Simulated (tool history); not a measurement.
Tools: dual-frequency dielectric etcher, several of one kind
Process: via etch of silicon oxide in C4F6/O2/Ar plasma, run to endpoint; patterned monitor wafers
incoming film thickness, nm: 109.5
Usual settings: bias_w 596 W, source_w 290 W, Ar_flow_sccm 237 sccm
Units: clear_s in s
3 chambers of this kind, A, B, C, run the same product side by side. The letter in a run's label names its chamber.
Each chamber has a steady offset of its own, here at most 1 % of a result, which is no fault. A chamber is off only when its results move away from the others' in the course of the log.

| run | hour | bias_w | source_w | Ar_flow_sccm | hours since the last wet clean | hours since the last bias power generator calibration | hours since the last source power generator calibration | hours since the last Ar flow controller change | clear_s |
|---|---|---|---|---|---|---|---|---|---|
| 1A | 12.2 | 596 | 290 | 237 | 175.3 | 1488.6 | 3572.4 | 422.6 | 24.917 |
| 2C | 24.7 | 596 | 290 | 237 | 168.5 | 1929.9 | 507.7 | 1003.6 | 24.717 |
| 3B | 35.0 | 596 | 290 | 237 | 304.8 | 1726.6 | 3106.2 | 380.5 | 24.794 |
| 4C | 46.2 | 596 | 290 | 237 | 190.0 | 1951.4 | 529.2 | 1025.1 | 24.605 |
| 5A | 54.2 | 596 | 290 | 237 | 217.3 | 1530.6 | 3614.4 | 464.6 | 24.989 |
| 6B | 60.8 | 596 | 290 | 237 | 330.6 | 1752.4 | 3132.0 | 406.3 | 24.811 |
| 7C | 69.1 | 596 | 290 | 237 | 212.9 | 1974.3 | 552.1 | 1048.0 | 24.777 |
| 8B | 80.8 | 596 | 340 | 255 | 350.6 | 1772.4 | 3152.0 | 426.3 | 23.526 |
| 9A | 87.6 | 596 | 340 | 255 | 250.7 | 1564.0 | 3647.8 | 498.0 | 23.753 |
| 10B | 94.2 | 596 | 340 | 255 | 364.0 | 1785.8 | 3165.4 | 439.7 | 23.630 |
|  | 105.4 | chamber B: wet clean of the chamber |
| 11A | 106.8 | 547 | 350 | 237 | 269.9 | 1583.2 | 3667.0 | 517.2 | 24.146 |
| 12C | 114.0 | 547 | 350 | 237 | 257.8 | 2019.2 | 597.0 | 1092.9 | 23.815 |
| 13A | 124.1 | 547 | 350 | 237 | 287.2 | 1600.5 | 3684.3 | 534.5 | 24.063 |
| 14B | 129.8 | 596 | 290 | 237 | 24.5 | 1821.4 | 3201.0 | 475.3 | 25.836 |
| 15C | 137.4 | 596 | 290 | 237 | 281.2 | 2042.6 | 620.4 | 1116.3 | 24.634 |
| 16C | 149.9 | 596 | 290 | 237 | 293.7 | 2055.1 | 632.9 | 1128.8 | 24.721 |
| 17A | 155.5 | 596 | 290 | 237 | 318.6 | 1631.9 | 3715.7 | 565.9 | 25.025 |
| 18B | 167.7 | 596 | 230 | 280 | 62.4 | 1859.3 | 3238.9 | 513.2 | 28.474 |
| 19A | 177.3 | 596 | 230 | 280 | 340.4 | 1653.7 | 3737.5 | 587.7 | 27.551 |
| 20B | 182.8 | 596 | 230 | 280 | 77.5 | 1874.4 | 3254.0 | 528.3 | 28.687 |
| 21C | 194.6 | 596 | 290 | 237 | 338.4 | 2099.8 | 677.6 | 1173.5 | 24.808 |
| 22B | 207.5 | 596 | 290 | 237 | 102.2 | 1899.1 | 3278.7 | 553.0 | 26.040 |
| 23C | 218.7 | 722 | 290 | 191 | 362.5 | 2123.9 | 701.7 | 1197.6 | 22.383 |
| 24A | 229.3 | 722 | 290 | 191 | 392.4 | 1705.7 | 3789.5 | 639.7 | 22.594 |
|  | 234.1 | chamber C: wet clean of the chamber |
| 25A | 237.6 | 722 | 290 | 191 | 400.7 | 1714.0 | 3797.8 | 648.0 | 22.440 |
| 26C | 248.9 | 596 | 290 | 237 | 14.8 | 2154.1 | 731.9 | 1227.8 | 24.701 |
| 27B | 255.3 | 596 | 290 | 237 | 150.0 | 1946.9 | 3326.5 | 600.8 | 25.970 |
| 28C | 264.0 | 596 | 290 | 237 | 29.9 | 2169.2 | 747.0 | 1242.9 | 24.752 |
| 29A | 274.9 | 596 | 290 | 237 | 438.0 | 1751.3 | 3835.1 | 685.3 | 25.011 |
| 30B | 284.7 | 596 | 290 | 237 | 179.4 | 1976.3 | 3355.9 | 630.2 | 25.869 |
| 31A | 295.9 | 596 | 290 | 237 | 459.0 | 1772.3 | 3856.1 | 706.3 | 25.018 |
| 32C | 302.6 | 596 | 290 | 237 | 68.5 | 2207.8 | 785.6 | 1281.5 | 24.697 |
| 33B | 311.7 | 596 | 290 | 237 | 206.4 | 2003.3 | 3382.9 | 657.2 | 26.029 |
| 34A | 323.7 | 596 | 290 | 237 | 486.8 | 1800.1 | 3883.9 | 734.1 | 24.887 |
| 35C | 333.2 | 596 | 290 | 237 | 99.1 | 2238.4 | 816.2 | 1312.1 | 24.651 |

Next, every chamber runs the same settings. What will each give?
| 36A | 342.4 | 596 | 230 | 237 |  |  |  |  | ? |
| 36B | 342.4 | 596 | 230 | 237 |  |  |  |  | ? |
| 36C | 342.4 | 596 | 230 | 237 |  |  |  |  | ? |

| run | clear_s |
|---|---|
| 36A | 27.318 |
| 36B | 28.214 |
| 36C | 26.753 |
